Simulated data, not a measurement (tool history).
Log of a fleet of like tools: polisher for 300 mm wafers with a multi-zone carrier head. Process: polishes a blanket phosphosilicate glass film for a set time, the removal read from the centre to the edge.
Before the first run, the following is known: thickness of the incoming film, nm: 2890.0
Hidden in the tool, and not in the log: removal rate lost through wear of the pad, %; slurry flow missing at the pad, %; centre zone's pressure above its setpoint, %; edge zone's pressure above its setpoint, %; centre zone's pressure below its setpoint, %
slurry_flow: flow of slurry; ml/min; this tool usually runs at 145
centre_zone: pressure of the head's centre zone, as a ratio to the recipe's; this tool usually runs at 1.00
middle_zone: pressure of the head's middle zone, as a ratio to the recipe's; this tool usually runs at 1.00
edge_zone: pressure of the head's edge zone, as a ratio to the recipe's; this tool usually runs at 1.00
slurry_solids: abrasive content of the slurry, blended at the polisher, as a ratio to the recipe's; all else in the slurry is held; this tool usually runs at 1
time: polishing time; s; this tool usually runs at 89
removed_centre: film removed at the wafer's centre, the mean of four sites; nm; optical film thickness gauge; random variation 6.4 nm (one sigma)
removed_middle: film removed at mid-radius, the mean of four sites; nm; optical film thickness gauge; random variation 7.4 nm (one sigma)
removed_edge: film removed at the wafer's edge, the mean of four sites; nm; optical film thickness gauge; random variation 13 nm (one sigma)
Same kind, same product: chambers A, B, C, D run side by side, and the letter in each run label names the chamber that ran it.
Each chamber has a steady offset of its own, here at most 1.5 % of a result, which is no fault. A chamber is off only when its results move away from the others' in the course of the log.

run,hour,slurry_flow,centre_zone,middle_zone,edge_zone,slurry_solids,time,wafers polished on this pad,hours since the slurry nozzle was cleaned,hours since the centre zone pressure was calibrated,hours since the edge zone pressure was calibrated,removed_centre,removed_middle,removed_edge
# hour 5.5: chamber C: centre zone pressure recalibrated
1A,7.7,145,1.00,1.00,1.00,1,89,501,238.4,430.4,915.8,995.09,995.29,997.61
2C,19.7,145,1.00,1.00,1.00,1,89,472,327.4,14.2,370.6,1001.90,995.20,994.64
# hour 19.9: chamber B: worn pad replaced by a new one
3D,26.1,145,1.00,1.00,1.00,1,89,1370,86.7,89.8,216.2,995.45,989.15,983.55
4B,35.6,145,1.00,1.00,1.00,1,89,91,105.0,1461.0,200.2,990.37,994.04,962.74
# hour 43.7: chamber B: centre zone pressure recalibrated
5B,45.7,145,1.00,1.00,1.00,1,89,150,115.1,2.0,210.3,990.17,997.18,989.08
# hour 52.4: chamber D: worn pad replaced by a new one
6D,58.3,145,1.00,1.00,1.00,1,89,34,118.9,122.0,248.4,1001.90,988.16,963.92
7C,70.3,145,1.00,1.00,1.00,1,89,767,378.0,64.8,421.2,996.34,1019.40,1007.00
8A,82.2,145,1.00,1.00,1.00,1,89,935,312.9,504.9,990.3,998.75,986.21,980.89
# hour 93.1: chamber D: edge zone pressure recalibrated
9B,94.3,145,1.00,1.00,1.00,1,89,433,163.7,50.6,258.9,982.87,984.79,991.05
# hour 104.6: chamber B: worn pad replaced by a new one
10D,104.9,145,1.00,1.00,1.00,1,89,306,165.5,168.6,11.9,997.41,978.93,1000.80
11A,116.5,145,1.00,1.00,1.00,1,89,1135,347.2,539.2,1024.6,1002.80,981.18,1008.10
12C,124.8,145,1.00,1.00,1.00,1,89,1084,432.5,119.3,475.7,990.46,991.58,1009.90
13A,132.8,145,1.00,1.00,1.00,1,89,1230,363.5,555.5,1040.9,996.14,987.64,992.71
14C,144.7,110,0.96,1.00,1.00,1,89,1200,452.4,139.2,495.6,886.00,942.67,964.39
15B,156.3,110,0.96,1.00,1.00,1,89,301,225.7,112.6,320.9,877.52,934.40,937.26
16D,168.6,110,0.96,1.00,1.00,1,89,677,229.2,232.3,75.6,884.03,928.52,948.30
# hour 177.9: chamber C: worn pad replaced by a new one
17A,183.2,110,0.96,1.00,1.00,1,89,1523,413.9,605.9,1091.3,882.71,933.20,938.30
# hour 190.2: chamber B: worn pad replaced by a new one
18D,194.8,145,1.00,1.00,1.00,1,89,830,255.4,258.5,101.8,993.87,980.52,986.84
# hour 195.8: chamber C: edge zone pressure recalibrated
19B,207.7,145,1.00,1.00,1.00,1,60,102,277.1,164.0,372.3,667.27,673.69,663.84
20C,220.7,145,1.00,1.00,1.00,1,60,249,528.4,215.2,25.0,675.85,666.05,666.27
21C,233.9,145,1.00,1.00,1.00,1,60,326,541.6,228.4,38.2,666.40,676.39,682.54
22B,243.7,145,1.00,1.00,1.00,1,60,312,313.1,200.0,408.3,662.63,661.68,676.14
23A,255.9,145,1.00,1.00,1.00,1,89,1947,486.6,678.6,1164.0,977.45,973.47,968.32
24D,268.7,145,1.00,1.00,1.00,1,89,1260,329.3,332.4,175.7,1001.90,987.08,971.46
# hour 272.5: chamber A: edge zone pressure recalibrated
25C,280.2,145,1.00,1.00,1.00,1,89,596,587.9,274.7,84.5,1001.50,985.26,1014.00
26A,287.3,145,1.00,1.00,1.00,1,89,2130,518.0,710.0,14.8,962.71,946.98,958.48
# hour 291.4: chamber D: centre zone pressure recalibrated
# hour 293.1: chamber B: worn pad replaced by a new one
27B,300.3,145,1.00,1.00,1.00,1,89,42,369.7,256.6,464.9,997.62,981.85,989.93
28D,309.5,145,1.00,1.00,1.11,1,89,1498,370.1,18.1,216.5,1002.80,992.40,1028.00
# hour 315.5: chamber D: worn pad replaced by a new one
29C,324.0,145,1.00,1.00,1.11,1,89,851,631.7,318.5,128.3,1001.80,997.45,1042.90
30D,334.9,145,1.00,1.00,1.11,1,89,113,395.5,43.5,241.9,1009.00,986.31,1016.70
31B,345.1,145,1.00,1.00,1.11,1,89,303,414.5,301.4,509.7,986.51,992.92,1045.70
32A,356.9,145,1.00,1.00,1.00,1,89,2535,587.6,779.6,84.4,939.11,930.04,920.36
# hour 360.6: chamber B: edge zone pressure recalibrated
33D,371.6,145,1.00,1.08,1.00,1,89,327,432.2,80.2,278.6,1000.00,1059.50,989.00
34A,383.7,145,1.00,1.08,1.00,1,89,2692,614.4,806.4,111.2,934.14,992.73,944.70
# hour 389.6: chamber B: worn pad replaced by a new one
35B,390.3,145,1.00,1.08,1.00,1,89,4,459.7,346.6,29.7,983.64,1050.70,995.04
# hour 397.5: chamber C: worn pad replaced by a new one
36C,401.4,145,1.00,1.08,1.00,1,89,23,709.1,395.9,205.7,986.94,1063.90,979.88
37D,415.5,145,1.00,1.00,1.00,1,89,582,476.1,124.1,322.5,1007.60,992.80,985.18
38C,426.9,145,1.00,1.00,0.96,1,89,171,734.6,421.4,231.2,990.77,1015.50,972.24
# hour 428.0: chamber A: centre zone pressure recalibrated
39A,439.5,145,1.00,1.00,0.96,1,89,3017,670.2,11.5,167.0,909.98,912.17,895.34
40B,450.9,145,1.00,1.00,0.96,1,89,357,520.3,407.2,90.3,992.49,1006.90,961.43

Decide between three cases: one chamber stands off from its peers, the gauge reading all wafers drifts, or nothing is wrong past each chamber's small offset. Where a chamber is off, say which and what most likely put it there.

It is chamber A that slowly wanders off from its peers.
Cause: removal rate lost through wear of the pad, % = 8.27.
The log might look much the same if the cause were instead: slurry flow missing at the pad, %.

Which of the 4 candidates below, each the usual settings with something changed and its results left as question marks, puts chamber A back in line with what the other chambers give on the usual settings?
In line means no further than this from the other chambers' mean on the usual settings: removed_centre 23.00 nm; removed_middle 26.00 nm; removed_edge 45.00 nm
41A-1,461.5,150,1.01,1.02,0.99,1.05,100,,,,,?,?,?
41A-2,461.5,150,1.01,1.01,0.99,1.00,95,,,,,?,?,?
41A-3,461.5,140,0.99,0.98,1.01,0.95,79,,,,,?,?,?
41A-4,461.5,140,1.00,0.99,1.00,1.00,83,,,,,?,?,?

Average result of the remaining chambers running the usual settings: removed_centre 994.75 nm; removed_middle 992.43 nm; removed_edge 988.76 nm
run,removed_centre,removed_middle,removed_edge
41A-1,1066.20,1063.80,1054.80
41A-2,991.16,979.97,980.83
41A-3,775.62,763.68,797.68
41A-4,843.32,828.99,853.26
41A-2 brings the chamber back in line.

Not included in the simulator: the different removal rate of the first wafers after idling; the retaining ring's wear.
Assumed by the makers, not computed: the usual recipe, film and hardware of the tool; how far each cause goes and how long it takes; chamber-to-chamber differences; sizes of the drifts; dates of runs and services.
